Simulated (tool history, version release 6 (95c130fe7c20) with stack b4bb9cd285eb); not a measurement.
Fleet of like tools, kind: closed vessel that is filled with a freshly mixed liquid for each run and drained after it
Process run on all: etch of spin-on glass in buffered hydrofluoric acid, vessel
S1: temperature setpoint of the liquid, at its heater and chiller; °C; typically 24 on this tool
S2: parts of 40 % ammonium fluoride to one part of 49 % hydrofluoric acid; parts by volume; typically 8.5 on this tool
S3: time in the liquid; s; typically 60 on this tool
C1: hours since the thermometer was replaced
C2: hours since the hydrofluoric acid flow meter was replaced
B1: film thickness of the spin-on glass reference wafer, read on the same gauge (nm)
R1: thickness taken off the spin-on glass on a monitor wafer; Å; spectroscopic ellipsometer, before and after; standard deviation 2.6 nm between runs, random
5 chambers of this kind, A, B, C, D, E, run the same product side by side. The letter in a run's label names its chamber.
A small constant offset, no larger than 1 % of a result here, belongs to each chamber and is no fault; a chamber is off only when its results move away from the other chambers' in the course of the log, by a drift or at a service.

| run | hour | S1 | S2 | S3 | C1 | C2 | B1 | R1 |
|---|---|---|---|---|---|---|---|---|
| 1A | 8.1 | 24 | 8.5 | 60 | 864 | 255.3 | 59.994 | 2854.6 |
| 2E | 17.4 | 24 | 8.5 | 60 | 2027.9 | 1055.2 | 59.996 | 2815.9 |
| 3C | 26.3 | 24 | 8.5 | 60 | 817.1 | 199.5 | 60.016 | 2856.5 |
| 4B | 31.9 | 24 | 8.5 | 60 | 759.4 | 749.9 | 60.003 | 2905.9 |
| 5D | 39 | 22.5 | 8.5 | 90 | 324.8 | 1291.8 | 59.993 | 4006.3 |
| 6A | 47.4 | 22.5 | 8.5 | 90 | 903.3 | 294.6 | 60.009 | 3970.5 |
| 7C | 57 | 22.5 | 8.5 | 90 | 847.8 | 230.2 | 59.991 | 3944.1 |
| 8D | 61.7 | 22.5 | 8.5 | 90 | 347.5 | 1314.5 | 60.008 | 3950 |
|  | 67.8 | chamber B: thermometer replaced |
| 9B | 69.4 | 22.5 | 8.5 | 90 | 1.6 | 787.4 | 59.986 | 4052.9 |
| 10E | 79.9 | 24 | 8.5 | 60 | 2090.4 | 1117.7 | 59.984 | 2826.5 |
| 11B | 87.8 | 24 | 8.5 | 60 | 20 | 805.8 | 59.969 | 2925.3 |
| 12A | 93.2 | 24 | 8.5 | 60 | 949.1 | 340.4 | 59.994 | 2889.2 |
| 13C | 97.8 | 24 | 8.5 | 60 | 888.6 | 271 | 60.001 | 2856.6 |
| 14D | 108.3 | 24 | 8.5 | 60 | 394.1 | 1361.1 | 59.996 | 2911.9 |
| 15E | 113.5 | 24 | 8.5 | 60 | 2124 | 1151.3 | 59.983 | 2886.9 |
| 16E | 122.6 | 24 | 8.5 | 30 | 2133.1 | 1160.4 | 60.01 | 1448.3 |
| 17A | 132.7 | 24 | 8.5 | 30 | 988.6 | 379.9 | 60.006 | 1432.8 |
| 18D | 140 | 24 | 8.5 | 30 | 425.8 | 1392.8 | 60.027 | 1444.4 |
| 19B | 145.3 | 24 | 8.5 | 30 | 77.5 | 863.3 | 59.991 | 1443.5 |
| 20C | 154.4 | 24 | 8.5 | 30 | 945.2 | 327.6 | 59.988 | 1495.5 |
| 21A | 160.1 | 24 | 8.5 | 60 | 1016 | 407.3 | 59.983 | 2845.7 |
| 22E | 169.3 | 24 | 8.5 | 60 | 2179.8 | 1207.1 | 59.986 | 2863.4 |
| 23B | 176.2 | 24 | 8.5 | 60 | 108.4 | 894.2 | 59.992 | 2902.4 |
| 24D | 183.6 | 24 | 8.5 | 60 | 469.4 | 1436.4 | 60.01 | 2879.5 |
| 25C | 194.1 | 24 | 8.5 | 60 | 984.9 | 367.3 | 60.011 | 2988.1 |
| 26D | 199.7 | 24 | 8.5 | 60 | 485.5 | 1452.5 | 60.008 | 2843.5 |
| 27B | 208.1 | 24 | 8.5 | 60 | 140.3 | 926.1 | 60.008 | 2932.4 |
| 28A | 212.8 | 24 | 8.5 | 60 | 1068.7 | 460 | 59.994 | 2871.6 |
| 29E | 218.6 | 24 | 8.5 | 60 | 2229.1 | 1256.4 | 60.005 | 2779.9 |
| 30C | 225.5 | 24 | 10.5 | 95 | 1016.3 | 398.7 | 59.991 | 3990.4 |
|  | 234.7 | chamber D: thermometer replaced |
| 31B | 235 | 24 | 10.5 | 95 | 167.2 | 953 | 60 | 3865.4 |
| 32D | 244.6 | 24 | 10.5 | 95 | 9.9 | 1497.4 | 60.022 | 3797.8 |
| 33C | 254.2 | 24 | 10.5 | 95 | 1045 | 427.4 | 59.995 | 4048.4 |

Does one chamber stand apart from the rest, does the shared gauge drift, or is all well apart from small per-chamber offsets? Give the chamber and the most likely cause, where there is one.

It is chamber C that slowly wanders off from its peers.
Likeliest cause: hydrofluoric acid flow above the setpoint (%) = 9.17.
Not necessarily distinguishable in this log from: liquid hotter than its thermometer reads (K).

Which of the 4 candidates below, each the usual settings with something changed and its results left as question marks, puts chamber C back in line with what the other chambers give on the usual settings?
Counts as in line when no further than this from what the other chambers average on the usual settings: R1 90 Å
| 34C-1 | 261.8 | 24 | 8.5 | 50 |  |  |  | ? |
| 34C-2 | 261.8 | 24 | 8.5 | 55 |  |  |  | ? |
| 34C-3 | 261.8 | 24 | 8.5 | 65 |  |  |  | ? |
| 34C-4 | 261.8 | 24.5 | 8.5 | 70 |  |  |  | ? |

Average result of the remaining chambers running the usual settings: R1 2864 Å
| run | R1 |
|---|---|
| 34C-1 | 2611.8 |
| 34C-2 | 2873 |
| 34C-3 | 3395.3 |
| 34C-4 | 3757.3 |
34C-2 is the one that brings the chamber's results back in line with the other chambers.
